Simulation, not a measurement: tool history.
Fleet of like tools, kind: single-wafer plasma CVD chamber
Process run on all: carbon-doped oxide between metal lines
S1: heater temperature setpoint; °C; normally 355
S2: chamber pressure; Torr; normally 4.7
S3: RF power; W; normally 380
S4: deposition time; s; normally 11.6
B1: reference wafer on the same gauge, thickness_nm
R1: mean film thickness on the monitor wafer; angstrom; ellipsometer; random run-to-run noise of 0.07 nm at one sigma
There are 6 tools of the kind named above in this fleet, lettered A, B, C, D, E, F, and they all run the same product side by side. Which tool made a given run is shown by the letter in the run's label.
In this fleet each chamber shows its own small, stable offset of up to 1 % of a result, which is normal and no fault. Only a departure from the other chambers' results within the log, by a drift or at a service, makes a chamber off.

{"run": "1B", "day": 0.179, "S1": 355, "S2": 4.7, "S3": 380, "S4": 11.6, "B1": 46.584, "R1": 485.84}
{"run": "2D", "day": 0.354, "S1": 355, "S2": 4.7, "S3": 380, "S4": 11.6, "B1": 46.584, "R1": 487.59}
{"day": 0.479, "done": "chamber C: capacitance manometer re-zeroed and calibrated"}
{"run": "3C", "day": 0.529, "S1": 355, "S2": 4.7, "S3": 380, "S4": 11.6, "B1": 46.565, "R1": 484.71}
{"run": "4E", "day": 0.646, "S1": 355, "S2": 4.7, "S3": 380, "S4": 11.6, "B1": 46.571, "R1": 486.45}
{"run": "5F", "day": 0.746, "S1": 355, "S2": 4.7, "S3": 380, "S4": 11.6, "B1": 46.555, "R1": 481.8}
{"run": "6A", "day": 0.908, "S1": 355, "S2": 3.91, "S3": 380, "S4": 11.6, "B1": 46.565, "R1": 474.75}
{"run": "7B", "day": 1.025, "S1": 355, "S2": 3.91, "S3": 380, "S4": 11.6, "B1": 46.536, "R1": 473.73}
{"run": "8C", "day": 1.192, "S1": 355, "S2": 3.91, "S3": 380, "S4": 11.6, "B1": 46.529, "R1": 472.13}
{"run": "9F", "day": 1.346, "S1": 355, "S2": 3.91, "S3": 380, "S4": 11.6, "B1": 46.549, "R1": 468.64}
{"day": 1.392, "done": "chamber B: thermocouple changed; heater temperature recalibrated"}
{"run": "10D", "day": 1.45, "S1": 355, "S2": 3.91, "S3": 380, "S4": 11.6, "B1": 46.535, "R1": 476.06}
{"run": "11A", "day": 1.6, "S1": 355, "S2": 3.91, "S3": 380, "S4": 11.6, "B1": 46.522, "R1": 474.4}
{"run": "12E", "day": 1.704, "S1": 355, "S2": 4.7, "S3": 380, "S4": 11.6, "B1": 46.527, "R1": 485.34}
{"run": "13E", "day": 1.838, "S1": 355, "S2": 4.7, "S3": 380, "S4": 11.6, "B1": 46.527, "R1": 483.68}
{"run": "14D", "day": 1.925, "S1": 355, "S2": 4.7, "S3": 380, "S4": 11.6, "B1": 46.494, "R1": 487.69}
{"run": "15A", "day": 2.046, "S1": 355, "S2": 4.7, "S3": 380, "S4": 11.6, "B1": 46.506, "R1": 485.5}
{"run": "16C", "day": 2.225, "S1": 355, "S2": 4.7, "S3": 380, "S4": 11.6, "B1": 46.491, "R1": 484.12}
{"run": "17B", "day": 2.404, "S1": 355, "S2": 4.7, "S3": 380, "S4": 11.6, "B1": 46.479, "R1": 483.63}
{"run": "18F", "day": 2.533, "S1": 355, "S2": 4.7, "S3": 380, "S4": 11.6, "B1": 46.48, "R1": 481.77}
{"run": "19D", "day": 2.646, "S1": 355, "S2": 4.7, "S3": 380, "S4": 12.7, "B1": 46.491, "R1": 532.77}
{"run": "20A", "day": 2.812, "S1": 355, "S2": 4.7, "S3": 380, "S4": 12.7, "B1": 46.455, "R1": 530.79}
{"run": "21F", "day": 2.904, "S1": 355, "S2": 4.7, "S3": 380, "S4": 12.7, "B1": 46.463, "R1": 525.38}
{"run": "22C", "day": 3.025, "S1": 355, "S2": 4.7, "S3": 380, "S4": 12.7, "B1": 46.45, "R1": 529.06}
{"run": "23E", "day": 3.154, "S1": 355, "S2": 4.7, "S3": 380, "S4": 12.7, "B1": 46.434, "R1": 528.85}
{"run": "24B", "day": 3.292, "S1": 355, "S2": 4.7, "S3": 380, "S4": 12.7, "B1": 46.429, "R1": 529.56}
{"run": "25E", "day": 3.371, "S1": 355, "S2": 4.7, "S3": 380, "S4": 11.6, "B1": 46.435, "R1": 483.48}
{"run": "26C", "day": 3.55, "S1": 355, "S2": 4.7, "S3": 380, "S4": 11.6, "B1": 46.436, "R1": 482.91}
{"run": "27A", "day": 3.696, "S1": 355, "S2": 4.7, "S3": 380, "S4": 11.6, "B1": 46.416, "R1": 485.44}
{"run": "28D", "day": 3.85, "S1": 355, "S2": 4.7, "S3": 380, "S4": 11.6, "B1": 46.428, "R1": 486.62}
{"run": "29F", "day": 4.021, "S1": 355, "S2": 4.7, "S3": 355, "S4": 9.5, "B1": 46.421, "R1": 373.82}
{"run": "30B", "day": 4.121, "S1": 355, "S2": 4.7, "S3": 355, "S4": 9.5, "B1": 46.417, "R1": 376.78}
{"run": "31B", "day": 4.242, "S1": 355, "S2": 4.7, "S3": 355, "S4": 9.5, "B1": 46.41, "R1": 375.31}
{"run": "32D", "day": 4.404, "S1": 355, "S2": 4.7, "S3": 355, "S4": 9.5, "B1": 46.387, "R1": 377.87}
{"run": "33F", "day": 4.5, "S1": 355, "S2": 4.7, "S3": 355, "S4": 9.5, "B1": 46.393, "R1": 373.88}
{"run": "34E", "day": 4.671, "S1": 355, "S2": 4.7, "S3": 355, "S4": 9.5, "B1": 46.385, "R1": 377.41}
{"run": "35C", "day": 4.771, "S1": 355, "S2": 4.7, "S3": 380, "S4": 11.6, "B1": 46.392, "R1": 482.93}
{"run": "36A", "day": 4.888, "S1": 355, "S2": 4.7, "S3": 380, "S4": 11.6, "B1": 46.354, "R1": 484.34}
{"run": "37E", "day": 5.029, "S1": 355, "S2": 4.7, "S3": 380, "S4": 11.6, "B1": 46.371, "R1": 483.13}
{"run": "38C", "day": 5.179, "S1": 355, "S2": 5.53, "S3": 380, "S4": 11.6, "B1": 46.353, "R1": 494.8}
{"run": "39F", "day": 5.267, "S1": 355, "S2": 5.53, "S3": 380, "S4": 11.6, "B1": 46.342, "R1": 492.23}
{"run": "40D", "day": 5.383, "S1": 355, "S2": 5.53, "S3": 380, "S4": 11.6, "B1": 46.355, "R1": 496.07}
{"run": "41B", "day": 5.492, "S1": 355, "S2": 5.53, "S3": 380, "S4": 11.6, "B1": 46.349, "R1": 494.19}
{"run": "42A", "day": 5.654, "S1": 355, "S2": 5.53, "S3": 380, "S4": 11.6, "B1": 46.315, "R1": 495.21}
{"day": 5.738, "done": "chamber E: capacitance manometer re-zeroed and calibrated"}
{"run": "43E", "day": 5.804, "S1": 355, "S2": 5.53, "S3": 380, "S4": 11.6, "B1": 46.322, "R1": 494.62}

Predict what each chamber gives when all 6 of them run the settings below next.
{"run": "44A", "day": 5.933, "S1": 355, "S2": 4.7, "S3": 380, "S4": 11.6, "R1": "?"}
{"run": "44B", "day": 5.933, "S1": 355, "S2": 4.7, "S3": 380, "S4": 11.6, "R1": "?"}
{"run": "44C", "day": 5.933, "S1": 355, "S2": 4.7, "S3": 380, "S4": 11.6, "R1": "?"}
{"run": "44D", "day": 5.933, "S1": 355, "S2": 4.7, "S3": 380, "S4": 11.6, "R1": "?"}
{"run": "44E", "day": 5.933, "S1": 355, "S2": 4.7, "S3": 380, "S4": 11.6, "R1": "?"}
{"run": "44F", "day": 5.933, "S1": 355, "S2": 4.7, "S3": 380, "S4": 11.6, "R1": "?"}

run=44A R1=483.55
run=44B R1=483.24
run=44C R1=481.44
run=44D R1=484.35
run=44E R1=483.67
run=44F R1=479.62
